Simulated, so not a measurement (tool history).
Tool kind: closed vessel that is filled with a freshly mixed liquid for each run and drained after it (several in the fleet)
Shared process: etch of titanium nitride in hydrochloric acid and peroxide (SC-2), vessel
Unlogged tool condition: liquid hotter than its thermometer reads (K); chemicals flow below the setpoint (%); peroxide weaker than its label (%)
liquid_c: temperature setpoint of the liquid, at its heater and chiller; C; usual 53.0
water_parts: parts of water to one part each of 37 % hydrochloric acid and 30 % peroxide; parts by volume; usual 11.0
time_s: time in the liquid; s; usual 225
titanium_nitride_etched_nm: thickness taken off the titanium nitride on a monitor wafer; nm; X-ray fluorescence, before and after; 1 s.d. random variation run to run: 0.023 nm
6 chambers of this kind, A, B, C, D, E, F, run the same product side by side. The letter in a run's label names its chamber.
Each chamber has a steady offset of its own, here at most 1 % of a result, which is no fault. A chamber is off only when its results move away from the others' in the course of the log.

run,day,liquid_c,water_parts,time_s,hours since the thermometer was replaced,hours since the chemicals flow meter was replaced,hours since the drum of peroxide was connected,"read-back film thickness of the titanium nitride reference wafer, read on the same gauge (nm)",titanium_nitride_etched_nm
1F,0.417,53.0,11.0,225,1308.5,1214.7,934.3,99.992,4.8377
# day 0.508: chamber A: new drum of peroxide connected
2A,0.729,53.0,11.0,225,983.4,204.9,5.3,100.030,4.8667
3E,1.192,53.0,11.0,225,417.4,1017.1,920.4,100.000,4.8552
4B,1.629,53.0,11.0,225,1356.1,1313.1,475.3,99.991,4.8499
5C,1.862,46.0,14.0,225,298.9,149.1,1104.9,100.010,2.4531
6D,2.208,46.0,14.0,225,903.3,270.0,527.3,100.000,2.4293
7D,2.688,46.0,14.0,225,914.8,281.5,538.8,100.010,2.4091
# day 2.929: chamber E: new drum of peroxide connected
8B,3.075,46.0,14.0,225,1390.8,1347.8,510.0,100.030,2.4559
9C,3.567,46.0,14.0,225,339.8,190.0,1145.8,99.997,2.4740
# day 3.650: chamber C: new drum of peroxide connected
10F,3.879,46.0,14.0,225,1391.6,1297.8,1017.4,99.994,2.4625
11A,4.300,53.0,11.0,225,1069.1,290.6,91.0,100.010,4.8260
12E,4.771,53.0,11.0,225,503.3,1103.0,44.3,99.991,4.8178
# day 4.992: chamber B: thermometer replaced
13B,5.250,53.0,11.0,225,6.2,1400.0,562.2,100.020,4.8152
14D,5.725,53.0,11.0,225,987.7,354.4,611.7,99.965,4.8068
# day 5.862: chamber F: new drum of peroxide connected
# day 5.925: chamber E: chemicals flow meter replaced
15E,5.962,53.0,11.0,300,531.9,0.9,72.9,100.020,6.4529
16F,6.433,53.0,11.0,300,1452.9,1359.1,13.8,99.976,6.4763
17C,6.779,53.0,11.0,300,416.9,267.1,75.2,100.010,6.4098
18A,7.267,53.0,11.0,300,1140.3,361.8,162.2,99.983,6.4991
19A,7.596,53.0,11.0,300,1148.2,369.7,170.1,99.995,6.4410
20E,8.008,53.0,11.0,300,581.0,50.0,122.0,100.010,6.4591
21C,8.288,53.0,11.0,225,453.1,303.3,111.4,100.040,4.8496
22F,8.633,53.0,11.0,225,1505.7,1411.9,66.6,100.020,4.8345
# day 8.683: chamber D: chemicals flow meter replaced
23D,8.892,53.0,11.0,225,1063.7,5.1,687.7,100.000,4.7934
24B,9.283,53.0,11.0,225,103.0,1496.8,659.0,99.991,4.6758
# day 9.479: chamber F: thermometer replaced
25A,9.629,53.0,11.0,225,1197.0,418.5,218.9,99.985,4.8499
26B,9.892,53.0,11.0,225,117.6,1511.4,673.6,100.030,4.6784
27F,10.175,53.0,11.0,225,16.7,1448.9,103.6,99.939,4.7792
28D,10.646,53.0,11.0,225,1105.8,47.2,729.8,99.991,4.7743
29E,10.892,53.0,11.0,225,650.2,119.2,191.2,100.040,4.8623
30C,11.142,53.0,11.0,225,521.6,371.8,179.9,99.980,4.8322
31E,11.629,53.0,11.0,225,667.9,136.9,208.9,100.000,4.8523
32A,11.875,53.0,11.0,225,1250.9,472.4,272.8,100.000,4.8204
33C,12.300,53.0,11.0,225,549.4,399.6,207.7,100.020,4.8665
34D,12.688,53.0,11.0,225,1154.8,96.2,778.8,99.996,4.7750
35F,12.992,44.5,14.5,225,84.3,1516.5,171.2,99.982,2.1563
36B,13.212,44.5,14.5,225,197.3,1591.1,753.3,99.996,2.0246
37C,13.508,44.5,14.5,225,578.4,428.6,236.7,99.958,2.1518
38D,13.783,44.5,14.5,225,1181.1,122.5,805.1,100.030,2.1095

Next, every chamber runs the same settings. What will each give?
39A,14.150,49.0,11.0,225,,,,,?
39B,14.150,49.0,11.0,225,,,,,?
39C,14.150,49.0,11.0,225,,,,,?
39D,14.150,49.0,11.0,225,,,,,?
39E,14.150,49.0,11.0,225,,,,,?
39F,14.150,49.0,11.0,225,,,,,?

run,titanium_nitride_etched_nm
39A,3.7284
39B,3.4906
39C,3.7338
39D,3.6736
39E,3.6995
39F,3.7115

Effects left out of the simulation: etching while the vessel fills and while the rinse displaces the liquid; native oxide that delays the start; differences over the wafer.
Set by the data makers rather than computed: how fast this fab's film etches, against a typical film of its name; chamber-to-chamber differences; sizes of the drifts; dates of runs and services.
